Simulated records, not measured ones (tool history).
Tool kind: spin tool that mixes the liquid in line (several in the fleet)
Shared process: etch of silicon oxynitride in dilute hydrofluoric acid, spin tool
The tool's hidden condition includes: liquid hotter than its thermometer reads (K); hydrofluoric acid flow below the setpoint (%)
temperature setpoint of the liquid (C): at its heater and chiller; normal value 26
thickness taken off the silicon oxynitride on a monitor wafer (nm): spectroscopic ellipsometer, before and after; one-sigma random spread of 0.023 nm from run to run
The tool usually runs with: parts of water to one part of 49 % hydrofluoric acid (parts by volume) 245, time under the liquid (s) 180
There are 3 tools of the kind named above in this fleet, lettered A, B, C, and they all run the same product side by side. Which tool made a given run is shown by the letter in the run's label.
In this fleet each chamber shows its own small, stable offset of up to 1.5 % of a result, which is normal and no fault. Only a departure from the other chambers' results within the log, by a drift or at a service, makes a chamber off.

| run | day | temperature setpoint of the liquid (C) | parts of water to one part of 49 % hydrofluoric acid (parts by volume) | time under the liquid (s) | hours since the thermometer was replaced | hours since the hydrofluoric acid flow meter was replaced | read-back film thickness of the silicon oxynitride reference wafer, read on the same gauge (nm) | thickness taken off the silicon oxynitride on a monitor wafer (nm) |
|---|---|---|---|---|---|---|---|---|
| 1A | 0.571 | 26 | 245 | 180 | 500.1 | 634.5 | 69.993 | 3.1624 |
| 2C | 1.208 | 26 | 245 | 180 | 349.3 | 839.8 | 70.025 | 3.1833 |
| 3B | 1.5 | 26 | 245 | 180 | 875.7 | 395.8 | 70.007 | 3.1379 |
| 4B | 1.888 | 26 | 245 | 180 | 885 | 405.1 | 70.006 | 3.1166 |
| 5A | 2.458 | 26 | 245 | 180 | 545.4 | 679.8 | 70.04 | 3.1987 |
| 6C | 2.888 | 26 | 185 | 180 | 389.6 | 880.1 | 70.022 | 4.441 |
| 7C | 3.288 | 26 | 185 | 180 | 399.2 | 889.7 | 69.986 | 4.4709 |
| 8A | 3.667 | 26 | 185 | 180 | 574.4 | 708.8 | 69.988 | 4.4799 |
| 9B | 4.1 | 26 | 245 | 180 | 938.1 | 458.2 | 69.993 | 3.143 |
| 10C | 4.575 | 26 | 245 | 180 | 430.1 | 920.6 | 69.994 | 3.297 |
| 11B | 4.962 | 26 | 245 | 180 | 958.8 | 478.9 | 70.012 | 3.1341 |
| 12A | 5.492 | 27.5 | 245 | 120 | 618.2 | 752.6 | 70.012 | 2.2692 |
| 13C | 5.912 | 27.5 | 245 | 120 | 462.2 | 952.7 | 70.012 | 2.3192 |
|  | 6.108 | chamber B: hydrofluoric acid flow meter replaced |
| 14B | 6.417 | 27.5 | 245 | 120 | 993.7 | 7.5 | 69.986 | 2.256 |
| 15A | 6.825 | 23 | 145 | 180 | 650.2 | 784.6 | 69.991 | 5.097 |
| 16A | 7.342 | 23 | 145 | 180 | 662.6 | 797 | 70.01 | 5.1527 |
| 17B | 7.721 | 23 | 145 | 180 | 1025 | 38.8 | 69.997 | 5.0075 |
| 18C | 8.058 | 26 | 245 | 180 | 513.7 | 1004.2 | 69.984 | 3.3436 |
| 19C | 8.675 | 26 | 245 | 180 | 528.5 | 1019 | 69.973 | 3.413 |
| 20B | 9.258 | 26 | 245 | 180 | 1061.9 | 75.7 | 69.984 | 3.1546 |
| 21A | 9.588 | 26 | 245 | 180 | 716.5 | 850.9 | 70.009 | 3.1898 |
| 22B | 10.071 | 26 | 245 | 180 | 1081.4 | 95.2 | 69.996 | 3.1661 |
| 23A | 10.692 | 28 | 245 | 180 | 743 | 877.4 | 69.971 | 3.4472 |
| 24C | 11.183 | 28 | 245 | 180 | 588.7 | 1079.2 | 69.976 | 3.7354 |
| 25A | 11.8 | 28 | 245 | 180 | 769.6 | 904 | 69.956 | 3.4838 |
| 26B | 12.342 | 26 | 190 | 180 | 1135.9 | 149.7 | 69.99 | 4.2686 |
| 27C | 12.917 | 26 | 190 | 180 | 630.3 | 1120.8 | 70.013 | 4.6587 |
| 28B | 13.412 | 26 | 190 | 180 | 1161.6 | 175.4 | 70.004 | 4.2372 |
| 29A | 13.912 | 26 | 245 | 180 | 820.3 | 954.7 | 70 | 3.1883 |
| 30C | 14.479 | 26 | 245 | 180 | 667.8 | 1158.3 | 69.981 | 3.5041 |
| 31C | 14.971 | 26 | 245 | 180 | 679.6 | 1170.1 | 70.003 | 3.4702 |
| 32A | 15.296 | 26 | 245 | 180 | 853.5 | 987.9 | 70.004 | 3.1529 |
| 33B | 15.875 | 26 | 245 | 180 | 1220.7 | 234.5 | 70.019 | 3.1664 |

Decide between three cases: one chamber stands off from its peers, the gauge reading all wafers drifts, or nothing is wrong past each chamber's small offset. Where a chamber is off, say which and what most likely put it there.

Chamber C drifts away from the others.
Likeliest cause: liquid hotter than its thermometer reads (K) = 2.02.
Not necessarily distinguishable in this log from: hydrofluoric acid flow above the setpoint (%).

Below are 4 candidate recipes for chamber C's next run, each the usual settings with a change, their results shown as question marks. Which of them brings C's results back in line with what the other chambers give on the usual settings?
Allowed miss from the other chambers' usual-settings mean, per result, to count as in line: thickness taken off the silicon oxynitride on a monitor wafer (nm) 0.08
| 34C-1 | 16.333 | 25.5 | 245 | 165 |  |  |  | ? |
| 34C-2 | 16.333 | 26 | 235 | 190 |  |  |  | ? |
| 34C-3 | 16.333 | 26 | 245 | 210 |  |  |  | ? |
| 34C-4 | 16.333 | 26 | 260 | 165 |  |  |  | ? |

Usual-settings mean across the other chambers: thickness taken off the silicon oxynitride on a monitor wafer (nm) 3.1662
| run | thickness taken off the silicon oxynitride on a monitor wafer (nm) |
|---|---|
| 34C-1 | 3.1429 |
| 34C-2 | 3.8829 |
| 34C-3 | 4.0862 |
| 34C-4 | 2.9924 |
34C-1 puts the chamber back in line with the other chambers.

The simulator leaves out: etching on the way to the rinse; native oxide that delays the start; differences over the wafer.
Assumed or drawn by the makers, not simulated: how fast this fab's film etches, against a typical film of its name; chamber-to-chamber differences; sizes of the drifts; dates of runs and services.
